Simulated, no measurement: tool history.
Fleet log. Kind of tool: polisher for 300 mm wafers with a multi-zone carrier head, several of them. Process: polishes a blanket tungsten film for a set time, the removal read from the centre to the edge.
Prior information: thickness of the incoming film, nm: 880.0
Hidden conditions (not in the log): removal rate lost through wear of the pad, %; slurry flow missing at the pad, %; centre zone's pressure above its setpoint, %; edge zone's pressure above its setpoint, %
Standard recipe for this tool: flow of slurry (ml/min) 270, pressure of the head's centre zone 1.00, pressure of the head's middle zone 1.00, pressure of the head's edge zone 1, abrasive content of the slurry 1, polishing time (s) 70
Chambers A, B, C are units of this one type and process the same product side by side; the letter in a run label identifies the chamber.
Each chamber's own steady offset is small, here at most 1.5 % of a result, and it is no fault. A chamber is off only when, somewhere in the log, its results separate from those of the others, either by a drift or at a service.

| run | hour | flow of slurry (ml/min) | pressure of the head's centre zone | pressure of the head's middle zone | pressure of the head's edge zone | abrasive content of the slurry | polishing time (s) | wafers polished on this pad | hours since the slurry nozzle was cleaned | hours since the centre zone pressure was calibrated | hours since the edge zone pressure was calibrated | film removed at the wafer's centre (Å) | film removed at mid-radius (Å) | film removed at the wafer's edge (Å) |
|---|---|---|---|---|---|---|---|---|---|---|---|---|---|---|
| 1A | 13.3 | 270 | 1.00 | 1.00 | 1 | 1 | 70 | 251 | 548.4 | 485.1 | 472.2 | 3672.7 | 3691.5 | 3710.7 |
| 2B | 24.9 | 270 | 1.00 | 1.00 | 1 | 1 | 70 | 682 | 347.2 | 162.1 | 759.1 | 3691.5 | 3747.9 | 3680.1 |
| 3C | 37.3 | 270 | 1.00 | 1.00 | 1 | 1 | 70 | 894 | 72.6 | 80.3 | 710.7 | 3726.0 | 3667.4 | 3690.5 |
| 4A | 50.2 | 270 | 1.00 | 1.00 | 1 | 1 | 70 | 619 | 585.3 | 522.0 | 509.1 | 3689.2 | 3632.2 | 3668.6 |
|  | 56.4 | chamber C: worn pad replaced by a new one |
| 5C | 61.5 | 270 | 1.00 | 1.00 | 1 | 1 | 70 | 51 | 96.8 | 104.5 | 734.9 | 3763.1 | 3675.8 | 3659.4 |
|  | 70.4 | chamber B: slurry nozzle cleaned |
| 6B | 74.4 | 270 | 1.00 | 1.00 | 1 | 1 | 70 | 1177 | 4.0 | 211.6 | 808.6 | 3704.4 | 3713.3 | 3632.1 |
| 7B | 81.2 | 270 | 1.00 | 1.00 | 1 | 1 | 70 | 1245 | 10.8 | 218.4 | 815.4 | 3626.4 | 3722.1 | 3641.7 |
|  | 85.5 | chamber A: worn pad replaced by a new one |
|  | 85.7 | chamber A: slurry nozzle cleaned |
| 8C | 90.2 | 270 | 1.00 | 1.00 | 1 | 1 | 70 | 337 | 125.5 | 133.2 | 763.6 | 3723.9 | 3626.9 | 3748.9 |
| 9A | 103.2 | 270 | 1.00 | 0.94 | 1 | 1 | 55 | 177 | 17.6 | 575.0 | 562.1 | 2890.7 | 2731.7 | 2892.7 |
| 10A | 111.4 | 270 | 1.00 | 0.94 | 1 | 1 | 55 | 259 | 25.8 | 583.2 | 570.3 | 2913.4 | 2766.2 | 2888.7 |
| 11C | 120.0 | 270 | 1.00 | 0.94 | 1 | 1 | 55 | 635 | 155.3 | 163.0 | 793.4 | 2895.6 | 2778.1 | 2874.5 |
| 12B | 126.5 | 270 | 1.10 | 1.00 | 1 | 1 | 70 | 1697 | 56.1 | 263.7 | 860.7 | 4005.7 | 3649.1 | 3661.7 |
| 13B | 139.0 | 270 | 1.10 | 1.00 | 1 | 1 | 70 | 1822 | 68.6 | 276.2 | 873.2 | 3973.1 | 3666.6 | 3622.5 |
| 14C | 152.5 | 270 | 1.10 | 1.00 | 1 | 1 | 70 | 960 | 187.8 | 195.5 | 825.9 | 4175.8 | 3703.2 | 3712.7 |
| 15A | 161.7 | 185 | 1.00 | 1.07 | 1 | 1 | 70 | 761 | 76.1 | 633.5 | 620.6 | 3462.1 | 3834.6 | 3587.4 |
|  | 166.6 | chamber C: worn pad replaced by a new one |
| 16C | 174.1 | 185 | 1.00 | 1.07 | 1 | 1 | 70 | 75 | 209.4 | 217.1 | 847.5 | 3581.6 | 3736.8 | 3583.2 |
| 17A | 183.4 | 185 | 1.00 | 1.07 | 1 | 1 | 70 | 978 | 97.8 | 655.2 | 642.3 | 3452.8 | 3695.5 | 3562.6 |
|  | 194.3 | chamber C: slurry nozzle cleaned |
| 18B | 195.4 | 270 | 1.00 | 1.00 | 1 | 1 | 70 | 2386 | 125.0 | 332.6 | 929.6 | 3560.4 | 3578.0 | 3571.7 |
|  | 200.9 | chamber A: worn pad replaced by a new one |
| 19C | 207.7 | 320 | 1.06 | 1.00 | 1 | 1 | 70 | 410 | 13.4 | 250.7 | 881.1 | 4015.0 | 3743.6 | 3763.5 |
| 20A | 217.2 | 320 | 1.06 | 1.00 | 1 | 1 | 70 | 163 | 131.6 | 689.0 | 676.1 | 3985.4 | 3761.6 | 3764.5 |
| 21B | 231.4 | 320 | 1.06 | 1.00 | 1 | 1 | 70 | 2746 | 161.0 | 368.6 | 965.6 | 3838.8 | 3606.9 | 3592.9 |
| 22A | 238.5 | 205 | 1.00 | 1.00 | 1 | 1 | 84 | 376 | 152.9 | 710.3 | 697.4 | 4203.3 | 4236.5 | 4382.5 |
| 23B | 253.1 | 205 | 1.00 | 1.00 | 1 | 1 | 84 | 2962 | 182.7 | 390.3 | 987.3 | 4020.4 | 4110.3 | 4136.3 |

All 3 chambers run these settings next. Forecast each chamber's results:
| 24A | 263.6 | 270 | 1.00 | 1.00 | 1 | 1 | 70 |  |  |  |  | ? | ? | ? |
| 24B | 263.6 | 270 | 1.00 | 1.00 | 1 | 1 | 70 |  |  |  |  | ? | ? | ? |
| 24C | 263.6 | 270 | 1.00 | 1.00 | 1 | 1 | 70 |  |  |  |  | ? | ? | ? |

| run | film removed at the wafer's centre (Å) | film removed at mid-radius (Å) | film removed at the wafer's edge (Å) |
|---|---|---|---|
| 24A | 3601.4 | 3713.1 | 3645.2 |
| 24B | 3478.9 | 3541.8 | 3502.1 |
| 24C | 3725.8 | 3660.3 | 3666.0 |
